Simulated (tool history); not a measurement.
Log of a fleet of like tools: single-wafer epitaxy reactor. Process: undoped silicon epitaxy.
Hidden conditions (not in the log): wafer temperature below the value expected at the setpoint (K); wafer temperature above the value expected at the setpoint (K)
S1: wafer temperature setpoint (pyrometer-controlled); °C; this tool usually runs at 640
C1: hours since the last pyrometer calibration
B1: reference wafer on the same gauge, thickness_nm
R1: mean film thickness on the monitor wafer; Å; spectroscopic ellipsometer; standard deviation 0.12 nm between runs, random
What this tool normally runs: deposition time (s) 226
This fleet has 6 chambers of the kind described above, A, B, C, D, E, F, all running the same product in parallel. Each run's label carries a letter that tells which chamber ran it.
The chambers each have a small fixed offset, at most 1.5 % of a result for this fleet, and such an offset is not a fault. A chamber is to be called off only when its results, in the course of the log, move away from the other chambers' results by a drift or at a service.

{"run": "1A", "hour": 6.4, "S1": 640, "deposition time (s)": 226, "C1": 1465.4, "B1": 35.648, "R1": 305.97}
{"run": "2E", "hour": 13.2, "S1": 640, "deposition time (s)": 226, "C1": 980.1, "B1": 35.587, "R1": 304.34}
{"run": "3B", "hour": 17.6, "S1": 640, "deposition time (s)": 226, "C1": 1183.8, "B1": 35.63, "R1": 302.11}
{"run": "4D", "hour": 22.3, "S1": 640, "deposition time (s)": 226, "C1": 1005.2, "B1": 35.587, "R1": 300.08}
{"run": "5F", "hour": 26.6, "S1": 640, "deposition time (s)": 226, "C1": 1599.2, "B1": 35.6, "R1": 304.91}
{"run": "6C", "hour": 32.4, "S1": 640, "deposition time (s)": 226, "C1": 632, "B1": 35.592, "R1": 306.24}
{"run": "7E", "hour": 37.5, "S1": 640, "deposition time (s)": 226, "C1": 1004.4, "B1": 35.583, "R1": 302.28}
{"run": "8C", "hour": 44.7, "S1": 640, "deposition time (s)": 226, "C1": 644.3, "B1": 35.596, "R1": 308.23}
{"run": "9F", "hour": 50.3, "S1": 640, "deposition time (s)": 226, "C1": 1622.9, "B1": 35.564, "R1": 305.91}
{"run": "10B", "hour": 54.4, "S1": 640, "deposition time (s)": 226, "C1": 1220.6, "B1": 35.565, "R1": 299.57}
{"run": "11A", "hour": 58.3, "S1": 640, "deposition time (s)": 226, "C1": 1517.3, "B1": 35.564, "R1": 304.19}
{"run": "12D", "hour": 64.6, "S1": 640, "deposition time (s)": 226, "C1": 1047.5, "B1": 35.6, "R1": 301.73}
{"run": "13D", "hour": 73.0, "S1": 652, "deposition time (s)": 267, "C1": 1055.9, "B1": 35.601, "R1": 462.77}
{"run": "14A", "hour": 81.3, "S1": 652, "deposition time (s)": 267, "C1": 1540.3, "B1": 35.612, "R1": 470.03}
{"run": "15C", "hour": 86.6, "S1": 652, "deposition time (s)": 267, "C1": 686.2, "B1": 35.617, "R1": 472.76}
{"run": "16B", "hour": 94.0, "S1": 652, "deposition time (s)": 267, "C1": 1260.2, "B1": 35.589, "R1": 467.75}
{"run": "17F", "hour": 98.8, "S1": 652, "deposition time (s)": 267, "C1": 1671.4, "B1": 35.588, "R1": 464.66}
{"run": "18E", "hour": 103.1, "S1": 652, "deposition time (s)": 267, "C1": 1070, "B1": 35.587, "R1": 465.38}
{"run": "19F", "hour": 110.2, "S1": 640, "deposition time (s)": 226, "C1": 1682.8, "B1": 35.61, "R1": 306.54}
{"run": "20C", "hour": 113.9, "S1": 640, "deposition time (s)": 226, "C1": 713.5, "B1": 35.612, "R1": 306.76}
{"run": "21E", "hour": 121.5, "S1": 640, "deposition time (s)": 226, "C1": 1088.4, "B1": 35.617, "R1": 299.88}
{"run": "22D", "hour": 126.2, "S1": 640, "deposition time (s)": 226, "C1": 1109.1, "B1": 35.583, "R1": 302.31}
{"run": "23B", "hour": 130.1, "S1": 640, "deposition time (s)": 226, "C1": 1296.3, "B1": 35.61, "R1": 302.27}
{"run": "24A", "hour": 134.4, "S1": 640, "deposition time (s)": 226, "C1": 1593.4, "B1": 35.628, "R1": 304.77}
{"run": "25B", "hour": 140.8, "S1": 640, "deposition time (s)": 226, "C1": 1307, "B1": 35.581, "R1": 300.97}
{"run": "26A", "hour": 146.9, "S1": 640, "deposition time (s)": 226, "C1": 1605.9, "B1": 35.575, "R1": 302.18}
{"run": "27E", "hour": 154.2, "S1": 634, "deposition time (s)": 259, "C1": 1121.1, "B1": 35.572, "R1": 296.86}
{"run": "28F", "hour": 160.5, "S1": 634, "deposition time (s)": 259, "C1": 1733.1, "B1": 35.633, "R1": 304.16}
{"run": "29D", "hour": 167.8, "S1": 634, "deposition time (s)": 259, "C1": 1150.7, "B1": 35.62, "R1": 305.46}
{"run": "30C", "hour": 174.5, "S1": 634, "deposition time (s)": 259, "C1": 774.1, "B1": 35.602, "R1": 306.32}
{"run": "31A", "hour": 178.9, "S1": 634, "deposition time (s)": 259, "C1": 1637.9, "B1": 35.591, "R1": 304.51}
{"run": "32B", "hour": 186.4, "S1": 634, "deposition time (s)": 259, "C1": 1352.6, "B1": 35.627, "R1": 303.97}
{"run": "33C", "hour": 193.0, "S1": 640, "deposition time (s)": 226, "C1": 792.6, "B1": 35.601, "R1": 306.98}
{"run": "34F", "hour": 199.7, "S1": 640, "deposition time (s)": 226, "C1": 1772.3, "B1": 35.64, "R1": 304.46}
{"run": "35D", "hour": 206.1, "S1": 640, "deposition time (s)": 226, "C1": 1189, "B1": 35.57, "R1": 301.91}
{"run": "36E", "hour": 213.9, "S1": 640, "deposition time (s)": 226, "C1": 1180.8, "B1": 35.645, "R1": 291.37}
{"run": "37B", "hour": 217.9, "S1": 640, "deposition time (s)": 226, "C1": 1384.1, "B1": 35.616, "R1": 304.56}
{"run": "38F", "hour": 226.1, "S1": 640, "deposition time (s)": 226, "C1": 1798.7, "B1": 35.574, "R1": 304.35}

All chambers now run identical settings, listed one chamber a line with results as question marks. What results will each chamber show?
{"run": "39A", "hour": 232.1, "S1": 640, "deposition time (s)": 226, "R1": "?"}
{"run": "39B", "hour": 232.1, "S1": 640, "deposition time (s)": 226, "R1": "?"}
{"run": "39C", "hour": 232.1, "S1": 640, "deposition time (s)": 226, "R1": "?"}
{"run": "39D", "hour": 232.1, "S1": 640, "deposition time (s)": 226, "R1": "?"}
{"run": "39E", "hour": 232.1, "S1": 640, "deposition time (s)": 226, "R1": "?"}
{"run": "39F", "hour": 232.1, "S1": 640, "deposition time (s)": 226, "R1": "?"}

run=39A R1=305.7
run=39B R1=302.32
run=39C R1=309.02
run=39D R1=300.82
run=39E R1=289.34
run=39F R1=302.35

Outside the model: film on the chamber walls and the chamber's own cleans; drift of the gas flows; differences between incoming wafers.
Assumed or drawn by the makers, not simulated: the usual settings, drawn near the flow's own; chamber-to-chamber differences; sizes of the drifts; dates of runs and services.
